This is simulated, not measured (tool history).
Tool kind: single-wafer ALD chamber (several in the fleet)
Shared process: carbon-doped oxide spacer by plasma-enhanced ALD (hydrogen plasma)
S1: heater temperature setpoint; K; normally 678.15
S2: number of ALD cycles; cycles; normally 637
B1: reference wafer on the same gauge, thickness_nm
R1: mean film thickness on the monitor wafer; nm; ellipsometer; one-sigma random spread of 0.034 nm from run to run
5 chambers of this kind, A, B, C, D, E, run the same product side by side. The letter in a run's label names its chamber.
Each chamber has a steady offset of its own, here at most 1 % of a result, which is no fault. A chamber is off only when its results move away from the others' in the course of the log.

run	day	S1	S2	B1	R1
1D	0.371	678.15	637	36.411	31.619
2C	0.712	678.15	637	36.408	31.672
3E	1.271	678.15	637	36.414	31.514
4B	1.867	678.15	637	36.414	31.351
5A	2.246	672.15	727	36.415	36.261
6D	2.508	672.15	727	36.426	36.634
7C	2.808	672.15	727	36.424	36.771
8B	3.104	672.15	727	36.434	36.311
9A	3.625	672.15	727	36.436	36.314
10E	3.967	678.15	637	36.445	31.528
11E	4.338	678.15	637	36.440	31.599
12C	4.796	678.15	637	36.437	31.638
13B	5.388	678.15	637	36.451	31.409
14A	5.896	678.15	637	36.451	31.272
# day 6.458: chamber B: thermocouple changed; heater temperature recalibrated
15D	6.458	663.15	553	36.475	27.916
16A	7.054	663.15	553	36.468	27.647
17B	7.546	663.15	553	36.473	27.662
18D	8.050	663.15	553	36.474	27.911
19E	8.425	663.15	553	36.485	27.799
20C	8.708	678.15	637	36.487	31.747
21A	9.117	678.15	637	36.490	31.372
22D	9.517	686.15	563	36.491	27.287
23C	9.804	686.15	563	36.498	27.389
24E	10.396	686.15	563	36.494	27.199
25B	10.804	686.15	563	36.507	27.031
26D	11.117	686.15	563	36.511	27.316
27A	11.467	666.15	758	36.511	37.941
28C	11.867	666.15	758	36.514	38.384
29E	12.238	666.15	758	36.509	38.221
30B	12.817	666.15	758	36.522	37.936
31D	13.383	666.15	758	36.523	38.324
32B	13.696	678.15	737	36.534	36.325
33C	13.996	678.15	737	36.535	36.730
34E	14.529	678.15	737	36.539	36.548
35A	15.021	678.15	737	36.546	36.330
36E	15.350	678.15	737	36.549	36.611
# day 15.558: chamber A: thermocouple changed; heater temperature recalibrated
37A	15.767	678.15	637	36.553	31.437
38C	16.254	678.15	637	36.560	31.804

Read the log: is a single chamber off, either drifting away or since a service, is the gauge that measures every chamber drifting, or is nothing wrong beyond small per-chamber offsets? Name any odd chamber and what most likely caused it.

No chamber is off; the gauge reading every chamber's wafers drifts, which makes the whole fleet appear to move together.
Cause: gauge reads high (%) = 0.445.
